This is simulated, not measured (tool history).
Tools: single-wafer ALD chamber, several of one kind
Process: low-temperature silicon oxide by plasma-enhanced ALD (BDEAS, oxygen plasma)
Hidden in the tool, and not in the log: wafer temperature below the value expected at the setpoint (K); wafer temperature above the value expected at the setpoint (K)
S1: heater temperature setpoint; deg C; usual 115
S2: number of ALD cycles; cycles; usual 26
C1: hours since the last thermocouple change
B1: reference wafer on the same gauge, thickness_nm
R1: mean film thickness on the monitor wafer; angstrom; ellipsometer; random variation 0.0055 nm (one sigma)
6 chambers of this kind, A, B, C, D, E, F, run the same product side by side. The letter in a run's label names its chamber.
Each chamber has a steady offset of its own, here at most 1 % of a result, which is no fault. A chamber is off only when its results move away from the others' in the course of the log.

{"run": "1E", "hour": 5.2, "S1": 115, "S2": 26, "C1": 610.5, "B1": 3.7312, "R1": 36.38}
{"run": "2F", "hour": 11.4, "S1": 115, "S2": 26, "C1": 2906.7, "B1": 3.732, "R1": 36.16}
{"run": "3A", "hour": 19.2, "S1": 115, "S2": 26, "C1": 379.5, "B1": 3.7309, "R1": 35.828}
{"run": "4B", "hour": 23.9, "S1": 115, "S2": 26, "C1": 634.0, "B1": 3.7329, "R1": 36.135}
{"run": "5C", "hour": 29.0, "S1": 125, "S2": 30, "C1": 434.7, "B1": 3.7324, "R1": 41.029}
{"run": "6D", "hour": 33.8, "S1": 125, "S2": 30, "C1": 260.4, "B1": 3.7325, "R1": 40.547}
{"run": "7B", "hour": 42.0, "S1": 125, "S2": 30, "C1": 652.1, "B1": 3.7334, "R1": 40.949}
{"run": "8D", "hour": 48.9, "S1": 125, "S2": 30, "C1": 275.5, "B1": 3.7339, "R1": 40.522}
{"run": "9E", "hour": 53.4, "S1": 125, "S2": 30, "C1": 658.7, "B1": 3.7342, "R1": 41.401}
{"run": "10A", "hour": 60.0, "S1": 125, "S2": 30, "C1": 420.3, "B1": 3.7348, "R1": 40.709}
{"run": "11F", "hour": 68.0, "S1": 115, "S2": 26, "C1": 2963.3, "B1": 3.7355, "R1": 36.314}
{"run": "12C", "hour": 72.5, "S1": 115, "S2": 26, "C1": 478.2, "B1": 3.7377, "R1": 36.315}
{"run": "13A", "hour": 81.7, "S1": 125, "S2": 26, "C1": 442.0, "B1": 3.7367, "R1": 35.193}
{"run": "14B", "hour": 86.7, "S1": 125, "S2": 26, "C1": 696.8, "B1": 3.7376, "R1": 35.53}
{"run": "15D", "hour": 91.1, "S1": 125, "S2": 26, "C1": 317.7, "B1": 3.7365, "R1": 35.201}
{"run": "16C", "hour": 96.4, "S1": 125, "S2": 26, "C1": 502.1, "B1": 3.7399, "R1": 35.562}
{"run": "17F", "hour": 105.6, "S1": 125, "S2": 26, "C1": 3000.9, "B1": 3.7395, "R1": 35.659}
{"run": "18E", "hour": 111.5, "S1": 125, "S2": 26, "C1": 716.8, "B1": 3.7402, "R1": 35.871}
{"run": "19F", "hour": 118.6, "S1": 115, "S2": 26, "C1": 3013.9, "B1": 3.7412, "R1": 36.361}
{"run": "20A", "hour": 123.6, "S1": 115, "S2": 26, "C1": 483.9, "B1": 3.7414, "R1": 35.853}
{"run": "21B", "hour": 133.0, "S1": 115, "S2": 26, "C1": 743.1, "B1": 3.741, "R1": 36.303}
{"run": "22D", "hour": 141.2, "S1": 107, "S2": 26, "C1": 367.8, "B1": 3.743, "R1": 36.502}
{"run": "23E", "hour": 149.6, "S1": 107, "S2": 26, "C1": 754.9, "B1": 3.7437, "R1": 37.1}
{"run": "24C", "hour": 159.7, "S1": 107, "S2": 26, "C1": 565.4, "B1": 3.7442, "R1": 36.918}
{"run": "25C", "hour": 169.5, "S1": 107, "S2": 26, "C1": 575.2, "B1": 3.7434, "R1": 36.844}
{"run": "26A", "hour": 174.3, "S1": 107, "S2": 26, "C1": 534.6, "B1": 3.7464, "R1": 36.505}
{"run": "27F", "hour": 181.9, "S1": 107, "S2": 26, "C1": 3077.2, "B1": 3.7467, "R1": 36.879}
{"run": "28E", "hour": 189.7, "S1": 115, "S2": 22, "C1": 795.0, "B1": 3.7462, "R1": 30.949}
{"run": "29B", "hour": 194.3, "S1": 115, "S2": 22, "C1": 804.4, "B1": 3.7471, "R1": 30.705}
{"run": "30D", "hour": 200.9, "S1": 115, "S2": 22, "C1": 427.5, "B1": 3.7488, "R1": 30.474}
{"run": "31C", "hour": 207.1, "S1": 115, "S2": 22, "C1": 612.8, "B1": 3.7481, "R1": 30.789}
{"run": "32A", "hour": 216.0, "S1": 115, "S2": 22, "C1": 576.3, "B1": 3.7479, "R1": 30.414}
{"run": "33F", "hour": 221.0, "S1": 115, "S2": 22, "C1": 3116.3, "B1": 3.7491, "R1": 30.684}
{"run": "34D", "hour": 225.9, "S1": 127, "S2": 21, "C1": 452.5, "B1": 3.7487, "R1": 28.448}
{"run": "35E", "hour": 235.0, "S1": 127, "S2": 21, "C1": 840.3, "B1": 3.7513, "R1": 28.84}
{"run": "36B", "hour": 240.3, "S1": 127, "S2": 21, "C1": 850.4, "B1": 3.7522, "R1": 28.699}
{"run": "37A", "hour": 246.4, "S1": 127, "S2": 21, "C1": 606.7, "B1": 3.7525, "R1": 28.399}
{"run": "38E", "hour": 252.8, "S1": 127, "S2": 21, "C1": 858.1, "B1": 3.7535, "R1": 28.913}

What goes on in this fleet: one chamber off, a drifting gauge, or nothing beyond the chambers' own small offsets? Name the chamber and the cause, if any.

The gauge drifts, so all chambers seem to drift together. No chamber is off.
Cause: gauge reads high (%) = 0.625.
